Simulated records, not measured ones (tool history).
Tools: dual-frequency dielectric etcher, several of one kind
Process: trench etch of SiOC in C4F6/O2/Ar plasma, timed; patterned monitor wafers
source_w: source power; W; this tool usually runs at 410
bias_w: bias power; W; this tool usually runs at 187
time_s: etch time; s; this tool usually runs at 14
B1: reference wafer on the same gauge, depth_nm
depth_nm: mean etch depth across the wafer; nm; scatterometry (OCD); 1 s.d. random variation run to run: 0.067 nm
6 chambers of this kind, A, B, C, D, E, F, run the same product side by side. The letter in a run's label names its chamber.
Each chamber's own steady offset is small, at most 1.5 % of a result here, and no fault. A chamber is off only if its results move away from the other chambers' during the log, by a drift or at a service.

Run 1C, hour 6.7: usual settings; B1 30.713. Result: depth_nm 29.988 nm.
Run 2A, hour 15: usual settings; B1 30.699. Result: depth_nm 29.792 nm.
Run 3B, hour 23.1: usual settings; B1 30.699. Result: depth_nm 29.604 nm.
Run 4D, hour 30.2: usual settings; B1 30.706. Result: depth_nm 29.408 nm.
Run 5F, hour 36.9: usual settings; B1 30.704. Result: depth_nm 29.734 nm.
Run 6E, hour 43.2: usual settings; B1 30.7. Result: depth_nm 29.819 nm.
Run 7D, hour 51.4: usual settings; B1 30.699. Result: depth_nm 29.31 nm.
At hour 54.8: chamber C: wet clean of the chamber.
Run 8E, hour 57.8: usual settings; B1 30.696. Result: depth_nm 29.816 nm.
At hour 59.4: chamber E: wet clean of the chamber.
Run 9A, hour 63.7: usual settings but bias_w 161 W, time_s 10.5 s; B1 30.703. Result: depth_nm 21.429 nm.
Run 10C, hour 71.7: usual settings but bias_w 161 W, time_s 10.5 s; B1 30.681. Result: depth_nm 21.469 nm.
Run 11F, hour 75.8: usual settings but bias_w 161 W, time_s 10.5 s; B1 30.685. Result: depth_nm 21.19 nm.
Run 12B, hour 84: usual settings but bias_w 161 W, time_s 10.5 s; B1 30.685. Result: depth_nm 21.225 nm.
Run 13A, hour 91.2: usual settings but bias_w 161 W, time_s 10.5 s; B1 30.708. Result: depth_nm 21.383 nm.
Run 14D, hour 97.5: usual settings but bias_w 161 W, time_s 10.5 s; B1 30.702. Result: depth_nm 21.074 nm.
Run 15F, hour 102.2: usual settings; B1 30.71. Result: depth_nm 29.699 nm.
At hour 107.9: chamber E: bias power generator calibrated.
Run 16E, hour 111.3: usual settings; B1 30.713. Result: depth_nm 29.888 nm.
Run 17B, hour 118.1: usual settings; B1 30.703. Result: depth_nm 29.72 nm.
At hour 125.2: chamber D: wet clean of the chamber.
Run 18C, hour 126.3: usual settings; B1 30.7. Result: depth_nm 29.902 nm.
At hour 126.8: chamber F: wet clean of the chamber.
Run 19D, hour 130.4: usual settings; B1 30.702. Result: depth_nm 29.422 nm.
Run 20F, hour 134.6: usual settings; B1 30.72. Result: depth_nm 28.715 nm.
Run 21A, hour 141.8: usual settings; B1 30.72. Result: depth_nm 29.917 nm.
Run 22C, hour 149.3: usual settings; B1 30.697. Result: depth_nm 30.037 nm.
Run 23E, hour 157.3: usual settings; B1 30.711. Result: depth_nm 29.885 nm.
Run 24B, hour 163.2: usual settings; B1 30.702. Result: depth_nm 29.759 nm.
Run 25E, hour 169.4: usual settings but bias_w 161 W, time_s 17 s; B1 30.69. Result: depth_nm 34.474 nm.
Run 26C, hour 176.1: usual settings but bias_w 161 W, time_s 17 s; B1 30.693. Result: depth_nm 34.736 nm.
Run 27D, hour 184.2: usual settings but bias_w 161 W, time_s 17 s; B1 30.676. Result: depth_nm 34.248 nm.
Run 28B, hour 192.2: usual settings but bias_w 161 W, time_s 17 s; B1 30.688. Result: depth_nm 34.379 nm.
Run 29F, hour 199.4: usual settings but bias_w 161 W, time_s 17 s; B1 30.698. Result: depth_nm 33.34 nm.
Run 30A, hour 204: usual settings but bias_w 161 W, time_s 17 s; B1 30.694. Result: depth_nm 34.735 nm.
At hour 209.6: chamber B: wet clean of the chamber.
Run 31E, hour 213.1: usual settings; B1 30.695. Result: depth_nm 29.87 nm.
Run 32D, hour 221.6: usual settings; B1 30.696. Result: depth_nm 29.501 nm.
Run 33F, hour 227.1: usual settings; B1 30.716. Result: depth_nm 28.71 nm.
Run 34A, hour 233: usual settings; B1 30.696. Result: depth_nm 29.805 nm.
Run 35C, hour 241.9: usual settings; B1 30.695. Result: depth_nm 29.97 nm.
Run 36B, hour 248.2: usual settings; B1 30.696. Result: depth_nm 29.79 nm.
Run 37A, hour 254.9: usual settings; B1 30.706. Result: depth_nm 29.784 nm.
Run 38E, hour 261.4: usual settings; B1 30.698. Result: depth_nm 29.887 nm.
Run 39D, hour 268: usual settings but source_w 360 W, bias_w 227 W; B1 30.683. Result: depth_nm 29.776 nm.
Run 40C, hour 276.6: usual settings but source_w 360 W, bias_w 227 W; B1 30.695. Result: depth_nm 30.38 nm.
Run 41F, hour 282: usual settings but source_w 360 W, bias_w 227 W; B1 30.707. Result: depth_nm 29.151 nm.
Run 42B, hour 291: usual settings but source_w 360 W, bias_w 227 W; B1 30.716. Result: depth_nm 30.134 nm.
Run 43F, hour 296.2: usual settings but source_w 360 W, bias_w 227 W; B1 30.702. Result: depth_nm 29.066 nm.
Run 44E, hour 301.6: usual settings but source_w 360 W, bias_w 227 W; B1 30.716. Result: depth_nm 30.168 nm.

Does one chamber stand apart from the rest, does the shared gauge drift, or is all well apart from small per-chamber offsets? Give the chamber and the most likely cause, where there is one.

Chamber F came out of a service off from its peers and stayed that way.
Most likely cause: etch rate under this chamber's usual, % = 3.02.

Below are 4 candidate recipes for chamber F's next run, each the usual settings with a change, their results shown as question marks. Which of them brings F's results back in line with what the other chambers give on the usual settings?
Maximum distance from the other chambers' mean on the usual settings for a result to count as in line: depth_nm 0.24 nm
Run 45F-1, hour 308.2: usual settings but time_s 13.5 s. Result: depth_nm ?.
Run 45F-2, hour 308.2: usual settings but time_s 14.5 s. Result: depth_nm ?.
Run 45F-3, hour 308.2: usual settings but source_w 440 W, bias_w 201 W. Result: depth_nm ?.
Run 45F-4, hour 308.2: usual settings but source_w 380 W, bias_w 174 W. Result: depth_nm ?.

The mean the other chambers reach with the usual settings: depth_nm 29.738 nm
  run  depth_nm
45F-1    27.691
45F-2    29.742
45F-3    30.207
45F-4    27.247
The right change is 45F-2: it brings the chamber back within the allowed miss of the others.
